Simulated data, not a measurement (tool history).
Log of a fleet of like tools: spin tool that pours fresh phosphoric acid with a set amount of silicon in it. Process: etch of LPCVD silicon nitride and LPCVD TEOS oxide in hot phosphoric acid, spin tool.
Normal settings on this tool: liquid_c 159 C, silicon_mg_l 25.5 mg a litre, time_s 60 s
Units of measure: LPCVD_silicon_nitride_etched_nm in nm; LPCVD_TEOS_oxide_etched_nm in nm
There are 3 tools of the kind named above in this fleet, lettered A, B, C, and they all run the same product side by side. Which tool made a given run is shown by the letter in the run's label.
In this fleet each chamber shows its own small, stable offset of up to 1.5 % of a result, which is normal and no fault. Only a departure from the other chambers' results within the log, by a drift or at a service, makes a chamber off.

run	hour	liquid_c	silicon_mg_l	time_s	hours since the thermometer was replaced	hours since the dissolved silicon flow meter was replaced	hours since the heated supply line was repaired	read-back film thickness of the LPCVD silicon nitride reference wafer, read on the same gauge (nm)	read-back film thickness of the LPCVD TEOS oxide reference wafer, read on the same gauge (nm)	LPCVD_silicon_nitride_etched_nm	LPCVD_TEOS_oxide_etched_nm
1B	6.4	159	25.5	60	1095.7	673.3	1977.9	100.06	99.995	5.4354	0.12813
# hour 8.6: chamber C: thermometer replaced
2A	15	159	25.5	60	1288.9	445	1725.7	99.995	99.923	5.4281	0.11365
3C	22.7	159	25.5	60	14.1	361.7	291.6	100.05	99.984	5.5592	0.12132
4A	32.5	159	25.5	60	1306.4	462.5	1743.2	100	100.02	5.4383	0.09457
# hour 34.9: chamber B: dissolved silicon flow meter replaced
5B	44.7	161	25.5	75	1134	9.9	2016.2	99.985	99.984	7.246	0.16231
6C	51.4	161	25.5	75	42.8	390.4	320.3	99.952	100.02	7.3431	0.2371
7B	58.5	161	25.5	75	1147.8	23.7	2030	100.01	100.02	7.1968	0.081595
8C	68.5	159	25.5	60	59.9	407.5	337.4	99.997	99.966	5.4889	0.086433
9A	80.9	159	25.5	60	1354.8	510.9	1791.6	100.05	99.975	5.4349	0.12374
10A	92.3	159	25.5	60	1366.2	522.3	1803	100.02	100	5.467	0.081915
11C	104.6	159	25.5	60	96	443.6	373.5	100.05	100	5.4491	0.14661
12B	115.2	159	25.5	60	1204.5	80.4	2086.7	99.986	99.99	5.4694	0.11445
13A	123.8	158	12.5	60	1397.7	553.8	1834.5	100.03	100.01	5.2583	0.12529
14C	132.8	158	12.5	60	124.2	471.8	401.7	99.97	100.01	5.3389	0.16379
15B	140.4	158	12.5	60	1229.7	105.6	2111.9	100.01	100.03	5.2915	0.11655
16A	149.1	159	25.5	60	1423	579.1	1859.8	99.981	100.03	5.4299	0.13651
17C	161.4	159	25.5	60	152.8	500.4	430.3	100.01	100.03	5.4291	0.10013
# hour 163.6: chamber C: dissolved silicon flow meter replaced
18B	173.9	159	38	85	1263.2	139.1	2145.4	100.03	100	7.7293	0.11715
19C	182.5	159	38	85	173.9	19	451.4	99.976	99.991	7.7838	0.069038
# hour 186: chamber A: dissolved silicon flow meter replaced
20A	193.3	159	38	85	1467.2	7.3	1904	99.984	100.01	7.7286	0.080527
21B	205	159	25.5	90	1294.3	170.2	2176.5	100	99.992	8.1166	0.10568
22B	216.6	159	25.5	90	1305.9	181.8	2188.1	99.993	100.01	8.1294	0.17332
23C	226.5	159	25.5	90	217.9	63	495.4	100.01	99.986	8.2476	0.14147
24A	236.8	159	25.5	90	1510.7	50.8	1947.5	100.01	100	8.2277	0.13093
25B	248.8	159	25.5	90	1338.1	214	2220.3	100.03	99.964	8.1931	0.17348
26A	257.5	159	25.5	90	1531.4	71.5	1968.2	100.05	99.993	8.1717	0.13163
27C	265.2	159	25.5	60	256.6	101.7	534.1	100.04	99.957	5.4552	0.13895
28A	276.8	162	25.5	60	1550.7	90.8	1987.5	100.02	99.945	6.0619	0.04593
29C	287.3	162	25.5	60	278.7	123.8	556.2	99.983	100.02	6.0232	0.12477
30B	295.5	162	25.5	60	1384.8	260.7	2267	100.01	100.04	6.0057	0.1106
31A	306.5	159	25.5	60	1580.4	120.5	2017.2	99.984	99.975	5.3833	0.12518
32C	313.5	159	25.5	60	304.9	150	582.4	100.01	100.03	5.4455	0.11084
33B	325.4	159	25.5	60	1414.7	290.6	2296.9	100.05	100.02	5.4606	0.10271
34B	337.4	159	25.5	60	1426.7	302.6	2308.9	100	99.993	5.421	0.17872
35A	344.4	159	25.5	60	1618.3	158.4	2055.1	99.984	100	5.4078	0.11557
# hour 351: chamber A: thermometer replaced
36C	353.4	159	15	85	344.8	189.9	622.3	100.01	100	7.7587	0.20022
37B	362.8	159	15	85	1452.1	328	2334.3	99.992	100.02	7.767	0.24645
38A	371	159	15	85	20.1	185	2081.7	100.04	99.977	7.7008	0.23577
39C	382.7	159	25.5	60	374.1	219.2	651.6	100	100.01	5.5244	0.098578
40C	389.2	156.5	25.5	60	380.6	225.7	658.1	99.935	100.03	5.0252	0.08876
# hour 394.6: chamber B: thermometer replaced
41A	396.7	156.5	25.5	60	45.8	210.7	2107.4	100.05	100.03	5.0239	0.13123
42B	403.2	156.5	25.5	60	8.7	368.4	2374.7	99.999	100.01	4.9766	0.085648

Is one chamber out of step, is the gauge drifting, or do the chambers differ by no more than their own small offsets? For an off chamber, give its letter and the likeliest cause.

Nothing is wrong: each chamber keeps only its own small, steady offset and the gauge holds still.
